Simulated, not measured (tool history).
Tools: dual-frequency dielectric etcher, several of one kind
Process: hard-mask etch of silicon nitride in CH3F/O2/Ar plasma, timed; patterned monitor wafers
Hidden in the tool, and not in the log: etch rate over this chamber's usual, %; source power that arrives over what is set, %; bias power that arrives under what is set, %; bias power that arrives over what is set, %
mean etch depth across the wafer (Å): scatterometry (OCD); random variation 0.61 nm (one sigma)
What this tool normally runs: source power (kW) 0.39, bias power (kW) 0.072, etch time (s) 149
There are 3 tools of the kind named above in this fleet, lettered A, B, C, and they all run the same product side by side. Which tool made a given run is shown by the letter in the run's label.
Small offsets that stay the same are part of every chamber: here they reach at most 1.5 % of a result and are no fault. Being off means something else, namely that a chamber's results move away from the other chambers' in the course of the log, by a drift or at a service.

run,hour,source power (kW),bias power (kW),etch time (s),hours since the last wet clean,hours since the last source power generator calibration,hours since the last bias power generator calibration,"read-back reference wafer on the same gauge, depth_nm",mean etch depth across the wafer (Å)
1C,4.8,0.39,0.072,149,419.7,863.6,1429.9,116.09,1034.4
2A,10.4,0.39,0.072,149,169,4763,1245.8,116.17,1044.5
3B,18.1,0.39,0.072,149,221.6,1794.3,1061.6,116.02,1030.5
4B,26,0.39,0.072,149,229.5,1802.2,1069.5,115.92,1023.3
5A,34.9,0.39,0.072,149,193.5,4787.5,1270.3,115.94,1045.8
6C,41.9,0.39,0.072,149,456.8,900.7,1467,115.78,1031.7
7C,48,0.39,0.072,149,462.9,906.8,1473.1,116.04,1030.2
8A,53,0.39,0.072,149,211.6,4805.6,1288.4,116.06,1032.5
9B,59.4,0.39,0.072,149,262.9,1835.6,1102.9,115.96,1029.1
10B,65.8,0.39,0.072,149,269.3,1842,1109.3,115.93,1022.8
11A,71.9,0.39,0.072,116.5,230.5,4824.5,1307.3,115.95,814.78
12C,80.1,0.39,0.072,116.5,495,938.9,1505.2,115.85,799.81
13A,86.2,0.39,0.072,116.5,244.8,4838.8,1321.6,115.92,815.02
14B,94.8,0.39,0.072,149,298.3,1871,1138.3,115.92,1024.1
15C,102.8,0.39,0.072,149,517.7,961.6,1527.9,116.08,1038.8
16C,111.3,0.39,0.072,134,526.2,970.1,1536.4,116.01,930.12
17A,115.4,0.39,0.072,134,274,4868,1350.8,115.84,933.6
18B,121.2,0.39,0.072,134,324.7,1897.4,1164.7,116.05,912.97
19B,125.7,0.39,0.072,131.5,329.2,1901.9,1169.2,115.99,903.43
20A,132.5,0.39,0.072,131.5,291.1,4885.1,1367.9,116.07,915.01
21C,140.2,0.39,0.072,131.5,555.1,999,1565.3,116.03,912.57
22C,148.3,0.39,0.072,149,563.2,1007.1,1573.4,115.96,1044.1
# hour 153.7: chamber C: wet clean of the chamber
23B,154.7,0.39,0.072,149,358.2,1930.9,1198.2,116.07,1029.8
24A,160.7,0.39,0.072,149,319.3,4913.3,1396.1,115.98,1050.8
25B,166.2,0.39,0.078,131.5,369.7,1942.4,1209.7,116.16,930.55
26C,173,0.39,0.078,131.5,19.4,1031.8,1598.1,116.16,942.75
27A,181,0.39,0.078,131.5,339.6,4933.6,1416.4,116.01,940.74

One chamber off, gauge drift, or nothing amiss beyond the chambers' own small offsets? If it is a chamber, which one, and what is the likeliest cause?

Nothing is wrong: each chamber keeps only its own small, steady offset and the gauge holds still.
